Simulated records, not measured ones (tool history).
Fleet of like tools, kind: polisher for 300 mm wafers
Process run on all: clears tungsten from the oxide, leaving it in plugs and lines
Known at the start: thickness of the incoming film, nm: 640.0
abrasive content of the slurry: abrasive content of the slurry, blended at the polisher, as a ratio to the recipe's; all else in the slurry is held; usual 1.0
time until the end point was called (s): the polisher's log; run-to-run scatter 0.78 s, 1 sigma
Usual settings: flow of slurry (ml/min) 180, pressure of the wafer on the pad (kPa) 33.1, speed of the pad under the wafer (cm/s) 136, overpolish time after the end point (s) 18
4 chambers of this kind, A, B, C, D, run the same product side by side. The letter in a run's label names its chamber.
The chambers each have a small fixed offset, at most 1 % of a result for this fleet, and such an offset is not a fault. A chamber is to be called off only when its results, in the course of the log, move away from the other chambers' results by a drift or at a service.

run   hour  flow of slurry (ml/min)  pressure of the wafer on the pad (kPa)  speed of the pad under the wafer (cm/s)  abrasive content of the slurry  overpolish time after the end point (s)  time until the end point was called (s)
 1C    5.0                      180                                    33.1                                      136                             1.0                                       18                                   73.480
       9.4  -- chamber B: worn pad replaced by a new one
 2D   12.4                      180                                    33.1                                      136                             1.0                                       18                                   76.820
      15.3  -- chamber A: slurry blender recalibrated
 3B   20.9                      180                                    33.1                                      136                             1.0                                       18                                   75.732
      25.9  -- chamber D: head pressure recalibrated
 4A   26.9                      180                                    33.1                                      136                             1.0                                       18                                   75.505
 5C   36.8                      235                                    33.1                                      108                             1.0                                       18                                   89.807
      42.1  -- chamber A: worn pad replaced by a new one
 6D   44.6                      235                                    33.1                                      108                             1.0                                       18                                   94.093
 7A   49.7                      235                                    33.1                                      108                             1.0                                       18                                   91.645
      57.1  -- chamber C: worn pad replaced by a new one
      57.7  -- chamber C: slurry blender recalibrated
      58.3  -- chamber A: slurry tank refilled with fresh slurry and peroxide
 8B   58.8                      235                                    33.1                                      108                             1.0                                       18                                   90.128
 9B   66.0                      180                                    33.1                                      136                             1.0                                       18                                   75.314
      76.1  -- chamber B: slurry blender recalibrated
10D   76.1                      180                                    33.1                                      136                             1.2                                       18                                   71.915
      79.4  -- chamber D: worn pad replaced by a new one
      82.1  -- chamber C: slurry nozzle cleaned
11C   85.0                      180                                    33.1                                      136                             1.2                                       18                                   71.871
      87.8  -- chamber B: slurry tank refilled with fresh slurry and peroxide
      94.0  -- chamber D: slurry tank refilled with fresh slurry and peroxide
12A   94.6                      180                                    33.1                                      136                             1.2                                       18                                   70.519
13B   99.1                      180                                    33.1                                      136                             1.2                                       18                                   71.032
     100.9  -- chamber C: slurry tank refilled with fresh slurry and peroxide
     102.3  -- chamber A: worn pad replaced by a new one
     105.7  -- chamber B: worn pad replaced by a new one
14C  107.4                      180                                    33.1                                      136                             1.0                                       18                                   74.850
15A  112.9                      180                                    33.1                                      136                             1.0                                       18                                   74.853
16D  120.0                      180                                    33.1                                      136                             1.0                                       18                                   75.774
     120.3  -- chamber D: slurry blender recalibrated
17B  127.3                      180                                    33.1                                      136                             1.0                                       18                                   74.652
18D  132.3                      180                                    33.1                                      136                             1.0                                       18                                   75.931
19C  139.9                      180                                    33.1                                      136                             1.0                                       18                                   73.597
20A  146.9                      180                                    33.1                                      136                             1.0                                       18                                   74.867
     152.1  -- chamber D: worn pad replaced by a new one
21B  155.1                      180                                    33.1                                      136                             1.0                                       18                                   77.302
22D  160.9                      225                                    33.1                                      136                             1.0                                       18                                   72.378
     162.0  -- chamber A: slurry blender recalibrated
     164.4  -- chamber A: worn pad replaced by a new one
23C  170.0                      225                                    33.1                                      136                             1.0                                       18                                   73.888
     176.8  -- chamber C: worn pad replaced by a new one
24A  180.1                      225                                    33.1                                      136                             1.0                                       18                                   71.869
25D  189.4                      225                                    33.1                                      136                             1.0                                       18                                   73.810
26A  194.2                      180                                    33.1                                      136                             1.0                                       18                                   74.572
     196.9  -- chamber B: worn pad replaced by a new one
     200.7  -- chamber D: slurry tank refilled with fresh slurry and peroxide
27C  201.9                      180                                    33.1                                      136                             1.0                                       18                                   74.053
28B  207.8                      180                                    33.1                                      136                             1.0                                       18                                   79.051
29C  214.9                      180                                    33.1                                      136                             1.0                                       18                                   74.435
     222.0  -- chamber A: slurry tank refilled with fresh slurry and peroxide
30D  223.1                      180                                    33.1                                      136                             1.0                                       18                                   77.491
31B  229.8                      180                                    33.1                                      136                             1.0                                       18                                   80.463
     231.2  -- chamber A: worn pad replaced by a new one
     236.6  -- chamber D: worn pad replaced by a new one
32A  238.5                      180                                    33.1                                      136                             1.0                                       18                                   73.743
33B  247.4                      180                                    33.1                                      176                             1.0                                       21                                   62.388
34D  254.4                      180                                    33.1                                      176                             1.0                                       21                                   59.404
     256.8  -- chamber C: slurry blender recalibrated
     260.1  -- chamber B: slurry blender recalibrated
35C  261.0                      180                                    33.1                                      176                             1.0                                       21                                   58.227
36A  271.1                      180                                    33.1                                      176                             1.0                                       21                                   58.571
37B  278.4                      130                                    39.3                                      136                             1.0                                       18                                   74.350
     279.9  -- chamber C: worn pad replaced by a new one
     282.9  -- chamber C: slurry nozzle cleaned
     285.2  -- chamber C: slurry tank refilled with fresh slurry and peroxide
38A  288.6                      130                                    39.3                                      136                             1.0                                       18                                   66.029
     295.6  -- chamber D: slurry tank refilled with fresh slurry and peroxide
39D  298.8                      130                                    39.3                                      136                             1.0                                       18                                   67.270
40C  305.4                      130                                    39.3                                      136                             1.0                                       18                                   66.198

All chambers now run identical settings, listed one chamber a line with results as question marks. What results will each chamber show?
41A  312.7                      145                                    33.1                                      136                             1.0                                       18                                        ?
41B  312.7                      145                                    33.1                                      136                             1.0                                       18                                        ?
41C  312.7                      145                                    33.1                                      136                             1.0                                       18                                        ?
41D  312.7                      145                                    33.1                                      136                             1.0                                       18                                        ?

run  time until the end point was called (s)
41A                                   78.966
41B                                   90.390
41C                                   77.211
41D                                   78.354

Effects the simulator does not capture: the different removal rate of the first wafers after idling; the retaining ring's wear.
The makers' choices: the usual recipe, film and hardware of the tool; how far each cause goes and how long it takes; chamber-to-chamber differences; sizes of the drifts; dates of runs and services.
